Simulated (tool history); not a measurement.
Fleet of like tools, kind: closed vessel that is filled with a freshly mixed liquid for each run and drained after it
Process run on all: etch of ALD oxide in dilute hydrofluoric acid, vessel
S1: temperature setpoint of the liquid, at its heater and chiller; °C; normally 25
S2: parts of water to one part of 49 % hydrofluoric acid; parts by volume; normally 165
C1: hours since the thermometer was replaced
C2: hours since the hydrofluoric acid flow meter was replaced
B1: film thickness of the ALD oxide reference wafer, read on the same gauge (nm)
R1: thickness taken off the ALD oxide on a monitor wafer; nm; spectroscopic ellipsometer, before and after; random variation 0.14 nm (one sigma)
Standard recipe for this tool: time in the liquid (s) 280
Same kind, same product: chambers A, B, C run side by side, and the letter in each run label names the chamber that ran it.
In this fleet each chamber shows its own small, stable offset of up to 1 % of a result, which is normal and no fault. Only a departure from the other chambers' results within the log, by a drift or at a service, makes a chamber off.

run 1C hour=9.9 | S1=25 S2=165 time_in_the_liquid_(s)=280 | C1=1111.6 C2=2029.2 | B1=109.97 | R1=22.236
run 2A hour=23.2 | S1=25 S2=165 time_in_the_liquid_(s)=280 | C1=799.3 C2=180.2 | B1=109.95 | R1=22.396
run 3B hour=31.7 | S1=25 S2=165 time_in_the_liquid_(s)=280 | C1=1491.4 C2=175.6 | B1=110.01 | R1=22.188
run 4A hour=43.4 | S1=25 S2=165 time_in_the_liquid_(s)=280 | C1=819.5 C2=200.4 | B1=109.96 | R1=22.195
run 5B hour=54.4 | S1=25 S2=165 time_in_the_liquid_(s)=280 | C1=1514.1 C2=198.3 | B1=109.98 | R1=22.11
run 6C hour=66.2 | S1=25 S2=165 time_in_the_liquid_(s)=280 | C1=1167.9 C2=2085.5 | B1=109.99 | R1=22.238
run 7A hour=79.2 | S1=25 S2=165 time_in_the_liquid_(s)=280 | C1=855.3 C2=236.2 | B1=109.97 | R1=22.176
run 8B hour=92.4 | S1=25 S2=165 time_in_the_liquid_(s)=280 | C1=1552.1 C2=236.3 | B1=109.98 | R1=22.204
run 9C hour=106.3 | S1=28 S2=215 time_in_the_liquid_(s)=280 | C1=1208 C2=2125.6 | B1=110.03 | R1=18.124
run 10B hour=113.7 | S1=28 S2=215 time_in_the_liquid_(s)=280 | C1=1573.4 C2=257.6 | B1=110 | R1=17.749
run 11C hour=122.5 | S1=28 S2=215 time_in_the_liquid_(s)=280 | C1=1224.2 C2=2141.8 | B1=109.99 | R1=17.98
run 12A hour=136.8 | S1=25 S2=105 time_in_the_liquid_(s)=390 | C1=912.9 C2=293.8 | B1=110.03 | R1=52.176
run 13C hour=150.7 | S1=25 S2=105 time_in_the_liquid_(s)=390 | C1=1252.4 C2=2170 | B1=109.99 | R1=51.644
run 14B hour=159.5 | S1=25 S2=105 time_in_the_liquid_(s)=390 | C1=1619.2 C2=303.4 | B1=110.02 | R1=51.278
run 15A hour=170.4 | S1=23 S2=165 time_in_the_liquid_(s)=280 | C1=946.5 C2=327.4 | B1=109.97 | R1=20.779
run 16B hour=183.5 | S1=23 S2=165 time_in_the_liquid_(s)=280 | C1=1643.2 C2=327.4 | B1=109.99 | R1=20.357
run 17A hour=190.3 | S1=23 S2=165 time_in_the_liquid_(s)=280 | C1=966.4 C2=347.3 | B1=109.96 | R1=20.709
run 18C hour=205.5 | S1=25 S2=165 time_in_the_liquid_(s)=280 | C1=1307.2 C2=2224.8 | B1=109.98 | R1=22.483
run 19A hour=219.7 | S1=25 S2=165 time_in_the_liquid_(s)=280 | C1=995.8 C2=376.7 | B1=110.02 | R1=22.227
run 20B hour=233.7 | S1=25 S2=125 time_in_the_liquid_(s)=280 | C1=1693.4 C2=377.6 | B1=110.01 | R1=30.522
run 21C hour=245.1 | S1=25 S2=125 time_in_the_liquid_(s)=280 | C1=1346.8 C2=2264.4 | B1=109.98 | R1=30.656
run 22A hour=256.6 | S1=25 S2=125 time_in_the_liquid_(s)=280 | C1=1032.7 C2=413.6 | B1=110 | R1=31.084
-- hour=258.1 chamber C: hydrofluoric acid flow meter replaced
run 23C hour=270.5 | S1=25 S2=165 time_in_the_liquid_(s)=280 | C1=1372.2 C2=12.5 | B1=109.98 | R1=22.5
run 24B hour=281.6 | S1=25 S2=165 time_in_the_liquid_(s)=280 | C1=1741.3 C2=425.5 | B1=110.04 | R1=22.091
run 25C hour=293.7 | S1=25 S2=165 time_in_the_liquid_(s)=280 | C1=1395.4 C2=35.7 | B1=110 | R1=22.285
run 26B hour=301 | S1=25 S2=165 time_in_the_liquid_(s)=280 | C1=1760.7 C2=444.9 | B1=109.95 | R1=22.07
run 27A hour=315.5 | S1=25 S2=90 time_in_the_liquid_(s)=145 | C1=1091.6 C2=472.5 | B1=110 | R1=23.409
run 28C hour=325.7 | S1=25 S2=90 time_in_the_liquid_(s)=145 | C1=1427.4 C2=67.7 | B1=110.04 | R1=22.614
run 29B hour=333.3 | S1=25 S2=90 time_in_the_liquid_(s)=145 | C1=1793 C2=477.2 | B1=109.97 | R1=23.216
run 30A hour=344.1 | S1=25 S2=165 time_in_the_liquid_(s)=280 | C1=1120.2 C2=501.1 | B1=110.02 | R1=22.348
run 31B hour=353.8 | S1=25 S2=165 time_in_the_liquid_(s)=280 | C1=1813.5 C2=497.7 | B1=109.99 | R1=22.205
run 32A hour=368.8 | S1=25 S2=165 time_in_the_liquid_(s)=280 | C1=1144.9 C2=525.8 | B1=110.03 | R1=22.224
run 33C hour=380.8 | S1=25 S2=165 time_in_the_liquid_(s)=280 | C1=1482.5 C2=122.8 | B1=110.04 | R1=22.329
run 34A hour=394 | S1=25 S2=165 time_in_the_liquid_(s)=280 | C1=1170.1 C2=551 | B1=109.98 | R1=22.093
run 35C hour=403.1 | S1=25 S2=165 time_in_the_liquid_(s)=280 | C1=1504.8 C2=145.1 | B1=110.04 | R1=22.222
run 36B hour=410.2 | S1=25 S2=165 time_in_the_liquid_(s)=280 | C1=1869.9 C2=554.1 | B1=109.98 | R1=22.036
run 37C hour=417.1 | S1=25 S2=165 time_in_the_liquid_(s)=280 | C1=1518.8 C2=159.1 | B1=110.01 | R1=22.3
run 38B hour=425 | S1=25 S2=165 time_in_the_liquid_(s)=280 | C1=1884.7 C2=568.9 | B1=110 | R1=21.982
run 39A hour=439.7 | S1=25 S2=165 time_in_the_liquid_(s)=280 | C1=1215.8 C2=596.7 | B1=110.03 | R1=22.497
run 40A hour=451.5 | S1=27 S2=165 time_in_the_liquid_(s)=355 | C1=1227.6 C2=608.5 | B1=110.02 | R1=30.318
run 41C hour=465.4 | S1=27 S2=165 time_in_the_liquid_(s)=355 | C1=1567.1 C2=207.4 | B1=110 | R1=30.495
run 42B hour=479.7 | S1=27 S2=165 time_in_the_liquid_(s)=355 | C1=1939.4 C2=623.6 | B1=109.98 | R1=29.986
run 43B hour=486.8 | S1=25 S2=165 time_in_the_liquid_(s)=280 | C1=1946.5 C2=630.7 | B1=109.98 | R1=21.962
run 44C hour=501.6 | S1=29.5 S2=165 time_in_the_liquid_(s)=440 | C1=1603.3 C2=243.6 | B1=110.06 | R1=40.974

The same settings go to every chamber for the next run, one line per chamber below. Forecast the results for each:
run 45A hour=512.7 | S1=25 S2=165 time_in_the_liquid_(s)=280 | R1=?
run 45B hour=512.7 | S1=25 S2=165 time_in_the_liquid_(s)=280 | R1=?
run 45C hour=512.7 | S1=25 S2=165 time_in_the_liquid_(s)=280 | R1=?

run=45A R1=22.486
run=45B R1=22.028
run=45C R1=22.157
